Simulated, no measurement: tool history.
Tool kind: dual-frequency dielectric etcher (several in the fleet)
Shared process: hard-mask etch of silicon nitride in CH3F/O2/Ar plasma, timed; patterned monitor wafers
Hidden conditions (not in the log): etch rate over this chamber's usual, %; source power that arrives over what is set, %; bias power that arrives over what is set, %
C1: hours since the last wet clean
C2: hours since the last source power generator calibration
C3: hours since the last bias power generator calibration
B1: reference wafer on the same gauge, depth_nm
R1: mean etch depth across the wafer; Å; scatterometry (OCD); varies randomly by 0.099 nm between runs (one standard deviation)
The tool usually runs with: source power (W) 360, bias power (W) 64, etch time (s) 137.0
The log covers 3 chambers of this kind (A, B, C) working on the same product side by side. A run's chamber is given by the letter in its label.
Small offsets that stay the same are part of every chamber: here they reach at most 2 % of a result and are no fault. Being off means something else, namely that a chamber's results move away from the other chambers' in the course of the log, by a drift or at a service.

{"run": "1B", "day": 0.412, "source power (W)": 360, "bias power (W)": 64, "etch time (s)": 137.0, "C1": 352.2, "C2": 176.6, "C3": 2003.7, "B1": 93.484, "R1": 900.76}
{"run": "2A", "day": 0.996, "source power (W)": 360, "bias power (W)": 64, "etch time (s)": 137.0, "C1": 111.3, "C2": 1258.8, "C3": 2869.0, "B1": 93.456, "R1": 882.15}
{"run": "3C", "day": 1.592, "source power (W)": 360, "bias power (W)": 64, "etch time (s)": 137.0, "C1": 399.2, "C2": 136.8, "C3": 917.6, "B1": 93.448, "R1": 888.56}
{"day": 1.971, "done": "chamber B: wet clean of the chamber"}
{"run": "4C", "day": 2.042, "source power (W)": 360, "bias power (W)": 64, "etch time (s)": 137.0, "C1": 410.0, "C2": 147.6, "C3": 928.4, "B1": 93.441, "R1": 886.86}
{"run": "5A", "day": 2.329, "source power (W)": 360, "bias power (W)": 64, "etch time (s)": 137.0, "C1": 143.3, "C2": 1290.8, "C3": 2901.0, "B1": 93.405, "R1": 880.3}
{"run": "6B", "day": 2.662, "source power (W)": 360, "bias power (W)": 64, "etch time (s)": 137.0, "C1": 16.7, "C2": 230.6, "C3": 2057.7, "B1": 93.416, "R1": 900.23}
{"day": 2.938, "done": "chamber C: wet clean of the chamber"}
{"run": "7A", "day": 2.946, "source power (W)": 360, "bias power (W)": 64, "etch time (s)": 137.0, "C1": 158.1, "C2": 1305.6, "C3": 2915.8, "B1": 93.434, "R1": 879.56}
{"run": "8C", "day": 3.525, "source power (W)": 360, "bias power (W)": 64, "etch time (s)": 137.0, "C1": 14.1, "C2": 183.2, "C3": 964.0, "B1": 93.38, "R1": 885.65}
{"run": "9B", "day": 3.838, "source power (W)": 440, "bias power (W)": 54, "etch time (s)": 137.0, "C1": 44.9, "C2": 258.8, "C3": 2085.9, "B1": 93.397, "R1": 918.88}
{"run": "10B", "day": 4.2, "source power (W)": 440, "bias power (W)": 54, "etch time (s)": 137.0, "C1": 53.6, "C2": 267.5, "C3": 2094.6, "B1": 93.382, "R1": 917.49}
{"run": "11A", "day": 4.596, "source power (W)": 440, "bias power (W)": 54, "etch time (s)": 137.0, "C1": 197.7, "C2": 1345.2, "C3": 2955.4, "B1": 93.391, "R1": 900.94}
{"run": "12C", "day": 5.212, "source power (W)": 360, "bias power (W)": 64, "etch time (s)": 137.0, "C1": 54.6, "C2": 223.7, "C3": 1004.5, "B1": 93.332, "R1": 884.69}
{"run": "13A", "day": 5.483, "source power (W)": 360, "bias power (W)": 64, "etch time (s)": 137.0, "C1": 219.0, "C2": 1366.5, "C3": 2976.7, "B1": 93.34, "R1": 880.24}
{"run": "14C", "day": 5.783, "source power (W)": 360, "bias power (W)": 55, "etch time (s)": 105.5, "C1": 68.3, "C2": 237.4, "C3": 1018.2, "B1": 93.334, "R1": 647.45}
{"run": "15B", "day": 6.262, "source power (W)": 360, "bias power (W)": 55, "etch time (s)": 105.5, "C1": 103.1, "C2": 317.0, "C3": 2144.1, "B1": 93.322, "R1": 658.5}
{"run": "16B", "day": 6.625, "source power (W)": 360, "bias power (W)": 55, "etch time (s)": 105.5, "C1": 111.8, "C2": 325.7, "C3": 2152.8, "B1": 93.322, "R1": 657.25}
{"run": "17C", "day": 7.121, "source power (W)": 360, "bias power (W)": 64, "etch time (s)": 137.0, "C1": 100.4, "C2": 269.5, "C3": 1050.3, "B1": 93.314, "R1": 885.55}
{"run": "18A", "day": 7.458, "source power (W)": 360, "bias power (W)": 64, "etch time (s)": 137.0, "C1": 266.4, "C2": 1413.9, "C3": 3024.1, "B1": 93.274, "R1": 879.37}
{"run": "19A", "day": 8.05, "source power (W)": 360, "bias power (W)": 64, "etch time (s)": 137.0, "C1": 280.6, "C2": 1428.1, "C3": 3038.3, "B1": 93.271, "R1": 879.75}
{"run": "20C", "day": 8.467, "source power (W)": 330, "bias power (W)": 64, "etch time (s)": 110.0, "C1": 132.7, "C2": 301.8, "C3": 1082.6, "B1": 93.245, "R1": 686.43}
{"run": "21B", "day": 8.912, "source power (W)": 330, "bias power (W)": 64, "etch time (s)": 110.0, "C1": 166.7, "C2": 380.6, "C3": 2207.7, "B1": 93.239, "R1": 698.25}
{"run": "22C", "day": 9.471, "source power (W)": 330, "bias power (W)": 64, "etch time (s)": 110.0, "C1": 156.8, "C2": 325.9, "C3": 1106.7, "B1": 93.237, "R1": 687.9}
{"day": 9.608, "done": "chamber A: wet clean of the chamber"}
{"run": "23A", "day": 9.804, "source power (W)": 360, "bias power (W)": 64, "etch time (s)": 137.0, "C1": 4.7, "C2": 1470.2, "C3": 3080.4, "B1": 93.216, "R1": 881.39}
{"run": "24B", "day": 10.083, "source power (W)": 360, "bias power (W)": 64, "etch time (s)": 137.0, "C1": 194.8, "C2": 408.7, "C3": 2235.8, "B1": 93.221, "R1": 897.71}
{"run": "25B", "day": 10.417, "source power (W)": 360, "bias power (W)": 64, "etch time (s)": 137.0, "C1": 202.8, "C2": 416.7, "C3": 2243.8, "B1": 93.181, "R1": 896.93}
{"run": "26C", "day": 10.825, "source power (W)": 360, "bias power (W)": 64, "etch time (s)": 137.0, "C1": 189.3, "C2": 358.4, "C3": 1139.2, "B1": 93.193, "R1": 883.59}
{"run": "27A", "day": 11.296, "source power (W)": 360, "bias power (W)": 64, "etch time (s)": 137.0, "C1": 40.5, "C2": 1506.0, "C3": 3116.2, "B1": 93.187, "R1": 878.32}
{"run": "28B", "day": 11.846, "source power (W)": 360, "bias power (W)": 64, "etch time (s)": 137.0, "C1": 237.1, "C2": 451.0, "C3": 2278.1, "B1": 93.128, "R1": 898.76}
{"day": 12.267, "done": "chamber A: bias power generator calibrated"}
{"run": "29A", "day": 12.392, "source power (W)": 360, "bias power (W)": 64, "etch time (s)": 137.0, "C1": 66.8, "C2": 1532.3, "C3": 3.0, "B1": 93.134, "R1": 878.51}
{"run": "30C", "day": 12.942, "source power (W)": 360, "bias power (W)": 64, "etch time (s)": 137.0, "C1": 240.1, "C2": 409.2, "C3": 1190.0, "B1": 93.123, "R1": 883.6}
{"run": "31B", "day": 13.5, "source power (W)": 360, "bias power (W)": 64, "etch time (s)": 137.0, "C1": 276.8, "C2": 490.7, "C3": 2317.8, "B1": 93.094, "R1": 896.82}
{"run": "32A", "day": 14.125, "source power (W)": 360, "bias power (W)": 64, "etch time (s)": 137.0, "C1": 108.4, "C2": 1573.9, "C3": 44.6, "B1": 93.084, "R1": 880.42}

For the next run the whole fleet of 3 chambers uses the same settings. Give each chamber's results:
{"run": "33A", "day": 14.571, "source power (W)": 360, "bias power (W)": 64, "etch time (s)": 137.0, "R1": "?"}
{"run": "33B", "day": 14.571, "source power (W)": 360, "bias power (W)": 64, "etch time (s)": 137.0, "R1": "?"}
{"run": "33C", "day": 14.571, "source power (W)": 360, "bias power (W)": 64, "etch time (s)": 137.0, "R1": "?"}

run=33A R1=878.44
run=33B R1=897.55
run=33C R1=883.89
